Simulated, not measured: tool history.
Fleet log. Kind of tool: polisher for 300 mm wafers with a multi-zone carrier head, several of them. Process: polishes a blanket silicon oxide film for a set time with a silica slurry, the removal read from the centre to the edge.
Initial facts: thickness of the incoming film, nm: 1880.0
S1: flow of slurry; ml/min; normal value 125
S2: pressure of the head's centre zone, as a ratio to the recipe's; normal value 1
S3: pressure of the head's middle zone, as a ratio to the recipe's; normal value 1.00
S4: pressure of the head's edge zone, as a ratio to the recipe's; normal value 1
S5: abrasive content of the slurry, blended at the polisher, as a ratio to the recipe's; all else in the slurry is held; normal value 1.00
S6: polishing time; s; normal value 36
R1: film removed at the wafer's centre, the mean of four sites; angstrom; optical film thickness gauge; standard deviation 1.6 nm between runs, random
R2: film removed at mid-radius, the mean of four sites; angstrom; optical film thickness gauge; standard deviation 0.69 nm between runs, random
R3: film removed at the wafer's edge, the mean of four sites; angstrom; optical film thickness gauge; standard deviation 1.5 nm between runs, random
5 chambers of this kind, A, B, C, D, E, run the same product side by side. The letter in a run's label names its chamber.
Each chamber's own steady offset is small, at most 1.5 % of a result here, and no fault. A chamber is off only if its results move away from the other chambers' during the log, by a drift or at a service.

run 1D hour=4.5 | S1=125 S2=1 S3=1.00 S4=1 S5=1.00 S6=36 | R1=1057.30 R2=1041.00 R3=1029.90
run 2E hour=8.9 | S1=125 S2=1 S3=1.00 S4=1 S5=1.00 S6=36 | R1=1072.60 R2=1051.80 R3=1066.30
-- hour=9.0 chamber A: edge zone pressure recalibrated
-- hour=12.4 chamber C: slurry nozzle cleaned
run 3A hour=12.8 | S1=125 S2=1 S3=1.00 S4=1 S5=1.00 S6=36 | R1=1062.30 R2=1070.90 R3=1054.00
run 4C hour=17.7 | S1=125 S2=1 S3=1.00 S4=1 S5=1.00 S6=36 | R1=1078.50 R2=1081.50 R3=1066.10
run 5B hour=21.2 | S1=125 S2=1 S3=1.00 S4=1 S5=1.00 S6=36 | R1=1064.50 R2=1059.00 R3=1071.60
run 6B hour=25.0 | S1=125 S2=1 S3=1.00 S4=1 S5=1.00 S6=36 | R1=1056.60 R2=1058.50 R3=1081.60
run 7A hour=28.7 | S1=125 S2=1 S3=1.00 S4=1 S5=1.00 S6=36 | R1=1073.90 R2=1071.20 R3=1078.30
run 8E hour=31.2 | S1=125 S2=1 S3=1.00 S4=1 S5=1.00 S6=36 | R1=1065.90 R2=1051.40 R3=1084.10
run 9C hour=35.6 | S1=125 S2=1 S3=1.00 S4=1 S5=1.00 S6=36 | R1=1035.20 R2=1055.00 R3=1060.90
run 10D hour=40.3 | S1=125 S2=1 S3=1.00 S4=1 S5=1.00 S6=36 | R1=1043.90 R2=1042.90 R3=1064.60
run 11B hour=45.3 | S1=125 S2=1 S3=1.00 S4=1 S5=1.00 S6=36 | R1=1063.30 R2=1055.50 R3=1082.30
run 12D hour=49.2 | S1=125 S2=1 S3=1.00 S4=1 S5=1.15 S6=36 | R1=1146.90 R2=1125.90 R3=1125.80
run 13A hour=52.9 | S1=125 S2=1 S3=1.00 S4=1 S5=1.15 S6=36 | R1=1147.50 R2=1135.30 R3=1163.90
run 14C hour=56.6 | S1=125 S2=1 S3=1.00 S4=1 S5=1.15 S6=36 | R1=1141.70 R2=1124.40 R3=1109.10
run 15E hour=60.0 | S1=125 S2=1 S3=1.00 S4=1 S5=1.15 S6=36 | R1=1143.30 R2=1112.10 R3=1127.80
run 16C hour=64.2 | S1=125 S2=1 S3=1.00 S4=1 S5=1.15 S6=36 | R1=1123.40 R2=1129.80 R3=1126.80
-- hour=66.0 chamber C: edge zone pressure recalibrated
run 17D hour=68.9 | S1=125 S2=1 S3=1.00 S4=1 S5=1.00 S6=36 | R1=1056.90 R2=1055.10 R3=1038.60
run 18A hour=72.3 | S1=125 S2=1 S3=1.00 S4=1 S5=1.00 S6=36 | R1=1047.60 R2=1065.90 R3=1065.50
run 19B hour=76.0 | S1=125 S2=1 S3=1.00 S4=1 S5=1.00 S6=36 | R1=1071.50 R2=1068.10 R3=1059.90
-- hour=76.8 chamber B: worn pad replaced by a new one
run 20E hour=79.3 | S1=125 S2=1 S3=0.91 S4=1 S5=1.15 S6=36 | R1=1113.00 R2=1010.60 R3=1124.90
run 21A hour=81.5 | S1=125 S2=1 S3=0.91 S4=1 S5=1.15 S6=36 | R1=1135.30 R2=1042.70 R3=1123.00
run 22B hour=86.1 | S1=125 S2=1 S3=0.91 S4=1 S5=1.15 S6=36 | R1=1130.10 R2=1037.90 R3=1122.20
run 23C hour=90.7 | S1=125 S2=1 S3=0.91 S4=1 S5=1.15 S6=36 | R1=1095.20 R2=1053.50 R3=1130.50
run 24E hour=94.0 | S1=125 S2=1 S3=0.91 S4=1 S5=1.15 S6=36 | R1=1096.70 R2=995.04 R3=1098.40
-- hour=95.3 chamber A: worn pad replaced by a new one
run 25D hour=96.4 | S1=125 S2=1 S3=0.92 S4=1 S5=1.00 S6=23 | R1=677.85 R2=630.81 R3=680.63
run 26D hour=100.7 | S1=125 S2=1 S3=0.92 S4=1 S5=1.00 S6=23 | R1=677.67 R2=625.95 R3=680.47
run 27B hour=103.5 | S1=125 S2=1 S3=0.92 S4=1 S5=1.00 S6=23 | R1=672.35 R2=627.02 R3=666.93
run 28E hour=106.2 | S1=125 S2=1 S3=0.92 S4=1 S5=1.00 S6=23 | R1=640.03 R2=599.51 R3=665.70
-- hour=107.6 chamber E: worn pad replaced by a new one
run 29C hour=109.0 | S1=125 S2=1 S3=0.92 S4=1 S5=1.00 S6=23 | R1=695.70 R2=632.29 R3=683.28
run 30A hour=111.8 | S1=125 S2=1 S3=1.00 S4=1 S5=1.00 S6=36 | R1=1080.10 R2=1079.00 R3=1065.10
run 31D hour=116.4 | S1=125 S2=1 S3=1.00 S4=1 S5=1.00 S6=36 | R1=1048.20 R2=1038.50 R3=1021.40
run 32A hour=121.4 | S1=125 S2=1 S3=1.00 S4=1 S5=1.00 S6=36 | R1=1056.90 R2=1069.30 R3=1051.30
run 33E hour=124.7 | S1=125 S2=1 S3=1.00 S4=1 S5=1.00 S6=36 | R1=1000.70 R2=998.69 R3=1023.30
run 34B hour=126.9 | S1=165 S2=1 S3=1.00 S4=1 S5=1.00 S6=36 | R1=1116.70 R2=1112.70 R3=1124.80
run 35C hour=130.0 | S1=165 S2=1 S3=1.00 S4=1 S5=1.00 S6=36 | R1=1123.20 R2=1126.30 R3=1116.00
-- hour=133.4 chamber D: slurry nozzle cleaned
-- hour=133.5 chamber D: worn pad replaced by a new one
run 36C hour=134.9 | S1=165 S2=1 S3=1.00 S4=1 S5=1.00 S6=36 | R1=1112.00 R2=1132.80 R3=1117.10
run 37D hour=138.5 | S1=165 S2=1 S3=1.00 S4=1 S5=1.00 S6=36 | R1=1118.10 R2=1112.00 R3=1121.30
run 38B hour=142.2 | S1=165 S2=1 S3=1.00 S4=1 S5=1.00 S6=36 | R1=1141.80 R2=1111.40 R3=1091.10

Has any chamber moved away from the others, gradually or after a service, or does the common gauge drift, or do the chambers differ only by their own small steady offsets? State the chamber and the most likely cause if one applies.

It is chamber E that slowly wanders off from its peers.
Cause: slurry flow missing at the pad, % = 24.2.

Which of the 4 candidates below, each the usual settings with something changed and its results left as question marks, puts chamber E back in line with what the other chambers give on the usual settings?
Allowed miss from the other chambers' usual-settings mean, per result, to count as in line: R1 54.00 angstrom; R2 24.00 angstrom; R3 54.00 angstrom
run 39E-1 hour=145.8 | S1=115 S2=0.97 S3=0.95 S4=1.04 S5=1.00 S6=33 | R1=? R2=? R3=?
run 39E-2 hour=145.8 | S1=130 S2=1.02 S3=1.02 S4=0.98 S5=1.00 S6=38 | R1=? R2=? R3=?
run 39E-3 hour=145.8 | S1=120 S2=0.98 S3=0.98 S4=1.02 S5=1.00 S6=34 | R1=? R2=? R3=?
run 39E-4 hour=145.8 | S1=135 S2=1.03 S3=1.05 S4=0.96 S5=1.05 S6=39 | R1=? R2=? R3=?

What the other chambers average on the usual settings: R1 1062.70 angstrom; R2 1064.00 angstrom; R3 1062.90 angstrom
run=39E-1 R1=838.18 R2=834.32 R3=938.59
run=39E-2 R1=1065.50 R2=1064.50 R3=1072.50
run=39E-3 R1=887.32 R2=896.47 R3=965.14
run=39E-4 R1=1144.30 R2=1159.60 R3=1120.80
39E-2 is the one that brings the chamber's results back in line with the other chambers.

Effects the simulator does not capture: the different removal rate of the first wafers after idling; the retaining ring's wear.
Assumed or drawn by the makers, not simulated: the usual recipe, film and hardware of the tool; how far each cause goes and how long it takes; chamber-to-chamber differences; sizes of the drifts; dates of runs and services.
